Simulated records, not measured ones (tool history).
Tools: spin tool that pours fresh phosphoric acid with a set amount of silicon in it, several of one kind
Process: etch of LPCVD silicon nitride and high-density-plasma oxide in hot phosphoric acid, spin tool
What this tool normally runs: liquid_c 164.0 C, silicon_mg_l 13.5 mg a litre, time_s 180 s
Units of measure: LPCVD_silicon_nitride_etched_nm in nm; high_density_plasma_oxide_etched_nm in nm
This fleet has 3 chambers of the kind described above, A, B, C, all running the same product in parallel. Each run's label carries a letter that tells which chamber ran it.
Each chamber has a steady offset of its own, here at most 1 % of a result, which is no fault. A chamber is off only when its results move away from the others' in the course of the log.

| run | hour | liquid_c | silicon_mg_l | time_s | read-back film thickness of the LPCVD silicon nitride reference wafer, read on the same gauge (nm) | read-back film thickness of the high-density-plasma oxide reference wafer, read on the same gauge (nm) | LPCVD_silicon_nitride_etched_nm | high_density_plasma_oxide_etched_nm |
|---|---|---|---|---|---|---|---|---|
| 1A | 10.7 | 164.0 | 13.5 | 180 | 30.011 | 110.04 | 15.901 | 0.86287 |
| 2B | 25.7 | 164.0 | 13.5 | 180 | 29.979 | 110.02 | 15.975 | 0.76803 |
|  | 31.2 | chamber C: heated supply line repaired |
| 3C | 41.4 | 164.0 | 13.5 | 180 | 29.998 | 110.04 | 16.068 | 0.79027 |
| 4B | 49.0 | 164.0 | 13.5 | 180 | 29.982 | 109.99 | 15.937 | 0.77445 |
| 5A | 56.2 | 164.0 | 13.5 | 180 | 30.007 | 109.99 | 15.982 | 0.76566 |
| 6C | 65.5 | 164.0 | 13.5 | 180 | 30.040 | 109.99 | 15.906 | 0.77130 |
|  | 66.0 | chamber C: dissolved silicon flow meter replaced |
| 7B | 78.1 | 165.5 | 13.5 | 180 | 29.968 | 110.00 | 16.628 | 0.86657 |
| 8C | 88.5 | 165.5 | 13.5 | 180 | 29.977 | 109.98 | 16.868 | 0.85302 |
| 9A | 102.4 | 165.5 | 13.5 | 180 | 30.015 | 109.95 | 16.863 | 0.88115 |
| 10B | 111.2 | 164.0 | 22.0 | 220 | 30.005 | 110.02 | 19.432 | 0.75605 |
| 11C | 122.2 | 164.0 | 22.0 | 220 | 30.001 | 110.05 | 19.491 | 0.75059 |
| 12A | 133.4 | 164.0 | 22.0 | 220 | 30.006 | 109.98 | 19.482 | 0.76022 |
| 13B | 144.1 | 164.0 | 13.5 | 180 | 30.028 | 109.97 | 16.057 | 0.77377 |
| 14A | 156.4 | 164.0 | 13.5 | 180 | 30.018 | 110.00 | 15.961 | 0.80731 |
|  | 162.2 | chamber A: thermometer replaced |
|  | 169.2 | chamber A: heated supply line repaired |
| 15C | 171.4 | 164.0 | 13.5 | 180 | 29.997 | 110.00 | 15.954 | 0.81376 |
| 16A | 181.6 | 164.0 | 17.0 | 180 | 29.990 | 109.97 | 15.936 | 0.73480 |
| 17C | 194.4 | 164.0 | 17.0 | 180 | 29.973 | 110.01 | 16.014 | 0.72153 |
| 18B | 202.5 | 164.0 | 17.0 | 180 | 29.987 | 109.97 | 16.058 | 0.68877 |
| 19B | 216.5 | 164.0 | 13.5 | 180 | 30.013 | 110.03 | 16.004 | 0.72673 |
| 20C | 225.8 | 164.0 | 13.5 | 180 | 29.960 | 110.00 | 16.108 | 0.76281 |
| 21A | 237.8 | 164.0 | 13.5 | 180 | 29.995 | 109.97 | 15.812 | 0.78901 |
| 22A | 251.7 | 164.0 | 13.5 | 180 | 30.024 | 110.04 | 15.920 | 0.84394 |
| 23B | 263.4 | 164.0 | 13.5 | 180 | 29.999 | 110.00 | 15.958 | 0.78578 |
| 24C | 276.7 | 164.0 | 13.5 | 180 | 29.981 | 109.98 | 15.981 | 0.79861 |
| 25C | 286.0 | 164.0 | 13.5 | 180 | 29.994 | 110.00 | 15.937 | 0.79098 |
| 26A | 297.3 | 164.0 | 13.5 | 180 | 30.002 | 110.00 | 15.865 | 0.79078 |
| 27B | 311.5 | 164.0 | 13.5 | 180 | 29.995 | 109.97 | 16.039 | 0.80356 |
| 28A | 322.4 | 164.0 | 13.5 | 180 | 29.999 | 110.01 | 16.028 | 0.82743 |
| 29B | 331.1 | 164.0 | 13.5 | 180 | 30.009 | 110.01 | 16.238 | 0.76193 |
| 30C | 342.5 | 164.0 | 13.5 | 180 | 30.024 | 109.99 | 16.133 | 0.81010 |
| 31B | 357.6 | 162.5 | 8.5 | 180 | 30.006 | 110.00 | 15.230 | 0.80050 |
| 32C | 364.5 | 162.5 | 8.5 | 180 | 30.001 | 109.96 | 15.350 | 0.78547 |

Has any chamber moved away from the others, gradually or after a service, or does the common gauge drift, or do the chambers differ only by their own small steady offsets? State the chamber and the most likely cause if one applies.

Nothing is wrong: each chamber keeps only its own small, steady offset and the gauge holds still.
